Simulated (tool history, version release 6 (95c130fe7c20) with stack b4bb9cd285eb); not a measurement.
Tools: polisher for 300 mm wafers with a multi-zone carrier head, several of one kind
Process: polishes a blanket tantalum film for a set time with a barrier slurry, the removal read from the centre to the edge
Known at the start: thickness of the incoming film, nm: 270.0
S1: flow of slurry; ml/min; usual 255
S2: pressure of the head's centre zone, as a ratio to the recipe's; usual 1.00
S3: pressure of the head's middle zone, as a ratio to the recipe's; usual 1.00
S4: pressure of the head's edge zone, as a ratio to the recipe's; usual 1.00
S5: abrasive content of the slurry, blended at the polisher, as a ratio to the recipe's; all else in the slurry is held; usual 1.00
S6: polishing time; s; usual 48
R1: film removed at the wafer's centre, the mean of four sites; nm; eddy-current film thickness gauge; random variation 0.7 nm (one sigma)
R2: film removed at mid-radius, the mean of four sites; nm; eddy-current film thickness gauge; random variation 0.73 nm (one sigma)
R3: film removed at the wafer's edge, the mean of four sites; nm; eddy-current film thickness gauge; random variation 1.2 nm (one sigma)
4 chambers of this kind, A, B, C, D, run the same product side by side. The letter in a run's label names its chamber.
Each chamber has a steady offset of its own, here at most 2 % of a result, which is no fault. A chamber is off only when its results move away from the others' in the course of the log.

run	day	S1	S2	S3	S4	S5	S6	R1	R2	R3
# day 0.121: chamber D: worn pad replaced by a new one
1C	0.562	255	1.00	1.00	1.00	1.00	48	95.043	95.996	96.260
2A	0.896	255	1.00	1.00	1.00	1.00	48	96.226	95.224	93.038
3B	1.208	255	1.00	1.00	1.00	1.00	48	94.624	94.977	96.401
4D	1.688	255	1.00	1.00	1.00	1.00	48	95.890	96.225	95.269
5B	2.154	255	1.00	1.00	1.00	1.00	48	95.490	96.212	95.575
6D	2.446	255	1.07	1.00	1.00	1.00	58	126.400	115.070	115.600
7C	2.750	255	1.07	1.00	1.00	1.00	58	121.550	114.110	115.530
8A	3.421	255	1.07	1.00	1.00	1.00	58	123.550	114.720	113.620
9A	3.725	255	1.07	1.00	1.00	1.00	58	124.910	114.890	112.220
# day 4.000: chamber A: worn pad replaced by a new one
10D	4.392	255	1.00	1.00	1.00	1.00	48	95.758	97.067	97.353
# day 4.817: chamber B: worn pad replaced by a new one
11C	4.879	255	1.00	1.00	1.00	1.00	48	94.182	94.214	94.711
# day 5.112: chamber B: centre zone pressure recalibrated
# day 5.354: chamber A: slurry nozzle cleaned
12B	5.417	255	1.00	1.00	1.00	1.00	48	95.622	96.374	96.617
13D	6.067	255	1.00	1.11	1.00	1.15	48	99.879	109.830	98.658
14A	6.392	255	1.00	1.11	1.00	1.15	48	99.075	109.790	100.340
15B	6.879	255	1.00	1.11	1.00	1.15	48	98.575	108.900	100.720
16C	7.250	255	1.00	1.11	1.00	1.15	48	95.999	107.530	96.844
17A	7.612	255	1.00	1.00	1.00	1.00	48	96.443	94.819	94.868
# day 7.871: chamber B: edge zone pressure recalibrated
18D	8.017	255	1.00	1.00	1.00	1.00	48	96.723	95.227	95.466
# day 8.188: chamber D: worn pad replaced by a new one
19C	8.596	255	1.00	1.00	1.00	1.00	48	92.975	93.769	95.240
20B	9.192	255	1.00	1.00	1.00	1.00	48	94.072	95.585	95.426
21B	9.825	255	1.00	1.00	1.00	1.00	48	95.917	95.343	94.315
# day 10.167: chamber D: slurry nozzle cleaned
22A	10.171	255	1.00	1.00	1.00	1.00	48	94.649	96.022	94.169
# day 10.292: chamber A: worn pad replaced by a new one
23C	10.746	255	1.00	1.00	1.00	1.00	48	92.037	93.198	92.138
# day 11.267: chamber B: worn pad replaced by a new one
# day 11.362: chamber C: slurry nozzle cleaned
24D	11.367	255	1.00	1.00	1.00	1.00	48	95.816	96.891	95.069
25C	11.729	255	1.00	1.00	1.00	1.00	48	90.697	92.032	92.184
26D	12.112	255	1.00	1.00	1.09	1.00	64	126.460	128.830	130.270
27A	12.692	255	1.00	1.00	1.09	1.00	64	126.970	125.860	132.390
28B	13.108	255	1.00	1.00	1.09	1.00	64	127.070	126.450	132.540

What goes on in this fleet: one chamber off, a drifting gauge, or nothing beyond the chambers' own small offsets? Name the chamber and the cause, if any.

Chamber C drifts away from the others.
Cause: removal rate lost through wear of the pad, % = 4.19.

Here are 4 candidates for chamber C's next run, each the usual settings with a change, their results left as question marks. Which one brings its results back in line with what the others give on the usual settings?
In line means no further than this from the other chambers' mean on the usual settings: R1 2.400 nm; R2 2.600 nm; R3 4.100 nm
29C-1	13.592	260	1.02	1.01	0.99	1.00	50	?	?	?
29C-2	13.592	250	0.98	0.99	1.01	1.00	46	?	?	?
29C-3	13.592	250	0.98	0.99	1.01	1.00	44	?	?	?
29C-4	13.592	260	1.03	1.01	0.99	1.00	52	?	?	?

The other chambers' mean on the usual settings: R1 95.558 nm; R2 95.645 nm; R3 95.131 nm
run	R1	R2	R3
29C-1	96.208	96.150	95.479
29C-2	84.228	86.485	88.485
29C-3	80.566	82.725	84.638
29C-4	101.140	99.991	99.298
29C-1 brings the chamber back in line.
